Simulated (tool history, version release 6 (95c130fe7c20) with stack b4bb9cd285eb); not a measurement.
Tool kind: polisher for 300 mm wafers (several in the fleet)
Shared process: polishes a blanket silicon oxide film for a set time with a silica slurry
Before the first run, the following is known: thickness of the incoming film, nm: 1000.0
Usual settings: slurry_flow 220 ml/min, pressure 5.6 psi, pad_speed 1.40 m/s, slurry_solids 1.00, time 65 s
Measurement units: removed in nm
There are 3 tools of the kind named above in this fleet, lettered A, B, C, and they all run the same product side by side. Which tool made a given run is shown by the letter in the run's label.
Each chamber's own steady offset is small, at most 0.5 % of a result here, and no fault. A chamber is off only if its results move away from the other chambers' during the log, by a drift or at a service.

| run | hour | slurry_flow | pressure | pad_speed | slurry_solids | time | removed |
|---|---|---|---|---|---|---|---|
| 1C | 14.1 | 220 | 5.6 | 1.40 | 1.00 | 65 | 379.92 |
| 2A | 26.3 | 220 | 5.6 | 1.40 | 1.00 | 65 | 375.49 |
|  | 32.5 | chamber B: conditioning disc replaced and pad reconditioned |
|  | 33.3 | chamber B: worn pad replaced by a new one |
| 3B | 38.2 | 220 | 5.6 | 1.40 | 1.00 | 65 | 373.30 |
| 4C | 52.3 | 220 | 5.6 | 1.40 | 1.00 | 65 | 373.14 |
|  | 57.2 | chamber C: conditioning disc replaced and pad reconditioned |
|  | 61.6 | chamber B: slurry nozzle cleaned |
| 5B | 64.3 | 220 | 4.4 | 0.96 | 1.00 | 65 | 217.62 |
| 6A | 77.4 | 220 | 4.4 | 0.96 | 1.00 | 65 | 214.64 |
|  | 85.0 | chamber C: worn pad replaced by a new one |
|  | 87.2 | chamber A: worn pad replaced by a new one |
| 7A | 90.3 | 220 | 4.4 | 0.96 | 1.00 | 65 | 213.85 |
|  | 92.8 | chamber C: slurry nozzle cleaned |
| 8B | 98.1 | 220 | 5.6 | 1.40 | 1.00 | 65 | 373.16 |
| 9C | 111.8 | 220 | 5.6 | 1.40 | 1.00 | 65 | 375.01 |
| 10C | 123.5 | 220 | 5.6 | 1.40 | 1.00 | 65 | 372.30 |
|  | 127.3 | chamber B: worn pad replaced by a new one |
| 11A | 131.2 | 220 | 5.6 | 1.40 | 1.00 | 65 | 370.03 |
|  | 133.1 | chamber B: slurry blender recalibrated |
| 12B | 141.5 | 220 | 5.6 | 1.40 | 1.00 | 65 | 376.89 |
| 13C | 150.4 | 220 | 5.6 | 1.40 | 1.25 | 81 | 510.92 |
|  | 162.3 | chamber A: worn pad replaced by a new one |
| 14B | 162.8 | 220 | 5.6 | 1.40 | 1.25 | 81 | 516.79 |
| 15A | 172.3 | 220 | 5.6 | 1.40 | 1.25 | 81 | 513.11 |
|  | 175.2 | chamber A: head pressure recalibrated |
| 16C | 184.9 | 220 | 5.6 | 1.40 | 1.00 | 65 | 371.96 |
|  | 189.8 | chamber A: slurry blender recalibrated |
| 17A | 195.5 | 220 | 5.6 | 1.40 | 1.00 | 65 | 385.54 |
| 18B | 206.0 | 220 | 5.6 | 1.40 | 1.00 | 65 | 373.18 |
|  | 208.2 | chamber C: conditioning disc replaced and pad reconditioned |
|  | 213.7 | chamber B: worn pad replaced by a new one |
| 19C | 220.2 | 220 | 5.6 | 1.40 | 1.00 | 65 | 371.39 |
|  | 228.3 | chamber C: worn pad replaced by a new one |
| 20B | 233.0 | 220 | 5.6 | 1.40 | 1.00 | 65 | 379.61 |
| 21A | 240.9 | 220 | 5.6 | 1.40 | 1.00 | 65 | 388.19 |
|  | 249.3 | chamber B: head pressure recalibrated |
| 22B | 253.8 | 220 | 5.6 | 1.40 | 1.00 | 65 | 373.09 |
|  | 258.0 | chamber A: worn pad replaced by a new one |
| 23C | 265.0 | 220 | 7.4 | 1.40 | 1.00 | 65 | 490.36 |
| 24A | 274.5 | 220 | 7.4 | 1.40 | 1.00 | 65 | 514.02 |
|  | 286.1 | chamber C: slurry blender recalibrated |
|  | 288.7 | chamber B: worn pad replaced by a new one |
| 25C | 288.9 | 220 | 7.4 | 1.40 | 1.00 | 65 | 490.30 |
|  | 292.6 | chamber B: slurry nozzle cleaned |
| 26B | 296.5 | 220 | 5.6 | 1.40 | 1.00 | 65 | 373.70 |
|  | 305.0 | chamber A: slurry nozzle cleaned |
| 27A | 308.8 | 220 | 5.6 | 1.40 | 1.00 | 65 | 388.58 |
| 28B | 315.8 | 220 | 5.6 | 1.40 | 1.00 | 65 | 375.17 |
| 29C | 328.2 | 220 | 5.6 | 1.40 | 1.00 | 85 | 488.76 |
| 30A | 338.0 | 220 | 5.6 | 1.40 | 1.00 | 85 | 511.49 |
|  | 340.4 | chamber A: worn pad replaced by a new one |
| 31B | 345.7 | 220 | 5.6 | 1.40 | 1.00 | 85 | 490.44 |
|  | 349.6 | chamber C: worn pad replaced by a new one |
|  | 353.1 | chamber B: conditioning disc replaced and pad reconditioned |
|  | 356.6 | chamber C: conditioning disc replaced and pad reconditioned |
| 32A | 357.9 | 220 | 6.8 | 1.40 | 1.00 | 65 | 470.39 |
|  | 366.6 | chamber B: worn pad replaced by a new one |
| 33C | 371.9 | 220 | 6.8 | 1.40 | 1.00 | 65 | 454.33 |
| 34A | 383.8 | 220 | 6.8 | 1.40 | 1.00 | 65 | 469.50 |
| 35C | 390.4 | 220 | 5.6 | 1.40 | 1.00 | 65 | 373.69 |
| 36B | 400.4 | 220 | 5.6 | 1.40 | 1.00 | 65 | 377.94 |
|  | 412.2 | chamber B: slurry blender recalibrated |
| 37A | 413.2 | 220 | 5.6 | 1.40 | 1.00 | 65 | 392.63 |
| 38C | 425.1 | 220 | 5.6 | 1.40 | 1.00 | 65 | 375.53 |
| 39B | 437.2 | 220 | 5.6 | 1.40 | 1.00 | 65 | 377.55 |

All 3 chambers run these settings next. Forecast each chamber's results:
| 40A | 448.1 | 220 | 5.6 | 1.40 | 1.10 | 65 | ? |
| 40B | 448.1 | 220 | 5.6 | 1.40 | 1.10 | 65 | ? |
| 40C | 448.1 | 220 | 5.6 | 1.40 | 1.10 | 65 | ? |

| run | removed |
|---|---|
| 40A | 405.90 |
| 40B | 393.52 |
| 40C | 387.63 |

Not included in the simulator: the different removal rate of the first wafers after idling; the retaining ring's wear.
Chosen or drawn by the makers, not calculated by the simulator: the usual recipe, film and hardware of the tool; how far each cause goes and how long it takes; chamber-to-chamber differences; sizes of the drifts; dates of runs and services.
